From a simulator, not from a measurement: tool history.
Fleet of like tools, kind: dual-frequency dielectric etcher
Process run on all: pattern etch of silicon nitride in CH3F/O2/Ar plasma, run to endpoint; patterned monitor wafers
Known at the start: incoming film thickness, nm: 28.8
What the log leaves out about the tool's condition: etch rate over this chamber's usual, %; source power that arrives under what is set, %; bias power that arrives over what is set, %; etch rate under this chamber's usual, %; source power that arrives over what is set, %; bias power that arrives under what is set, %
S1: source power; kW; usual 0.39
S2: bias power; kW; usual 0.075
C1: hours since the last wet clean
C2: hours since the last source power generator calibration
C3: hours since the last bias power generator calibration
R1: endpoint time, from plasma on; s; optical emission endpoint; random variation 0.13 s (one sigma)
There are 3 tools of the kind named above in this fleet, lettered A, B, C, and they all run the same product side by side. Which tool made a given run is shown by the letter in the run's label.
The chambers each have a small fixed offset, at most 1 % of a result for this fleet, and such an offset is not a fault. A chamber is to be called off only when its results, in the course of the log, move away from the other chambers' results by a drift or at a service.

{"run": "1B", "day": 0.242, "S1": 0.39, "S2": 0.075, "C1": 307.1, "C2": 3652.7, "C3": 1738.9, "R1": 40.824}
{"run": "2C", "day": 0.438, "S1": 0.39, "S2": 0.075, "C1": 185.2, "C2": 1306.7, "C3": 622.5, "R1": 41.197}
{"run": "3A", "day": 0.671, "S1": 0.39, "S2": 0.075, "C1": 91.9, "C2": 1683.7, "C3": 2645.3, "R1": 41.395}
{"run": "4A", "day": 0.821, "S1": 0.39, "S2": 0.075, "C1": 95.5, "C2": 1687.3, "C3": 2648.9, "R1": 41.525}
{"run": "5C", "day": 1.054, "S1": 0.39, "S2": 0.075, "C1": 200, "C2": 1321.5, "C3": 637.3, "R1": 41.279}
{"run": "6B", "day": 1.275, "S1": 0.39, "S2": 0.075, "C1": 331.9, "C2": 3677.5, "C3": 1763.7, "R1": 41.163}
{"run": "7A", "day": 1.4, "S1": 0.39, "S2": 0.075, "C1": 109.4, "C2": 1701.2, "C3": 2662.8, "R1": 41.332}
{"run": "8B", "day": 1.654, "S1": 0.39, "S2": 0.075, "C1": 341, "C2": 3686.6, "C3": 1772.8, "R1": 41.268}
{"run": "9C", "day": 1.862, "S1": 0.34, "S2": 0.075, "C1": 219.4, "C2": 1340.9, "C3": 656.7, "R1": 43.69}
{"run": "10C", "day": 2.108, "S1": 0.34, "S2": 0.075, "C1": 225.3, "C2": 1346.8, "C3": 662.6, "R1": 43.407}
{"run": "11B", "day": 2.367, "S1": 0.34, "S2": 0.075, "C1": 358.1, "C2": 3703.7, "C3": 1789.9, "R1": 43.475}
{"day": 2.571, "done": "chamber B: wet clean of the chamber"}
{"run": "12A", "day": 2.604, "S1": 0.39, "S2": 0.075, "C1": 138.3, "C2": 1730.1, "C3": 2691.7, "R1": 41.273}
{"run": "13A", "day": 2.858, "S1": 0.47, "S2": 0.084, "C1": 144.4, "C2": 1736.2, "C3": 2697.8, "R1": 37.122}
{"run": "14B", "day": 3.017, "S1": 0.47, "S2": 0.084, "C1": 10.7, "C2": 3719.3, "C3": 1805.5, "R1": 36.838}
{"run": "15C", "day": 3.279, "S1": 0.47, "S2": 0.084, "C1": 253.4, "C2": 1374.9, "C3": 690.7, "R1": 37.404}
{"day": 3.317, "done": "chamber A: source power generator calibrated"}
{"run": "16C", "day": 3.55, "S1": 0.39, "S2": 0.075, "C1": 259.9, "C2": 1381.4, "C3": 697.2, "R1": 41.566}
{"run": "17A", "day": 3.667, "S1": 0.49, "S2": 0.062, "C1": 163.8, "C2": 8.5, "C3": 2717.2, "R1": 40.376}
{"run": "18B", "day": 3.783, "S1": 0.49, "S2": 0.062, "C1": 29.1, "C2": 3737.7, "C3": 1823.9, "R1": 40.188}
{"run": "19C", "day": 4.029, "S1": 0.49, "S2": 0.062, "C1": 271.4, "C2": 1392.9, "C3": 708.7, "R1": 40.824}
{"run": "20A", "day": 4.292, "S1": 0.39, "S2": 0.075, "C1": 178.8, "C2": 23.5, "C3": 2732.2, "R1": 41.312}
{"run": "21B", "day": 4.525, "S1": 0.39, "S2": 0.075, "C1": 46.9, "C2": 3755.5, "C3": 1841.7, "R1": 41.19}
{"run": "22A", "day": 4.671, "S1": 0.39, "S2": 0.075, "C1": 187.9, "C2": 32.6, "C3": 2741.3, "R1": 41.186}
{"run": "23B", "day": 4.892, "S1": 0.39, "S2": 0.085, "C1": 55.7, "C2": 3764.3, "C3": 1850.5, "R1": 39.434}
{"run": "24C", "day": 5.121, "S1": 0.39, "S2": 0.085, "C1": 297.6, "C2": 1419.1, "C3": 734.9, "R1": 40.295}
{"run": "25B", "day": 5.242, "S1": 0.39, "S2": 0.085, "C1": 64.1, "C2": 3772.7, "C3": 1858.9, "R1": 39.227}
{"run": "26C", "day": 5.492, "S1": 0.39, "S2": 0.075, "C1": 306.5, "C2": 1428, "C3": 743.8, "R1": 41.881}
{"run": "27A", "day": 5.7, "S1": 0.39, "S2": 0.075, "C1": 212.6, "C2": 57.3, "C3": 2766, "R1": 41.321}
{"run": "28A", "day": 5.95, "S1": 0.39, "S2": 0.075, "C1": 218.6, "C2": 63.3, "C3": 2772, "R1": 41.219}
{"run": "29B", "day": 6.096, "S1": 0.42, "S2": 0.057, "C1": 84.6, "C2": 3793.2, "C3": 1879.4, "R1": 43.808}
{"run": "30C", "day": 6.317, "S1": 0.42, "S2": 0.057, "C1": 326.3, "C2": 1447.8, "C3": 763.6, "R1": 45.174}
{"run": "31B", "day": 6.542, "S1": 0.42, "S2": 0.057, "C1": 95.3, "C2": 3803.9, "C3": 1890.1, "R1": 43.959}
{"run": "32C", "day": 6.779, "S1": 0.39, "S2": 0.075, "C1": 337.4, "C2": 1458.9, "C3": 774.7, "R1": 42.384}

Next, every chamber runs the same settings. What will each give?
{"run": "33A", "day": 6.971, "S1": 0.39, "S2": 0.075, "R1": "?"}
{"run": "33B", "day": 6.971, "S1": 0.39, "S2": 0.075, "R1": "?"}
{"run": "33C", "day": 6.971, "S1": 0.39, "S2": 0.075, "R1": "?"}

run=33A R1=41.132
run=33B R1=41.298
run=33C R1=42.257
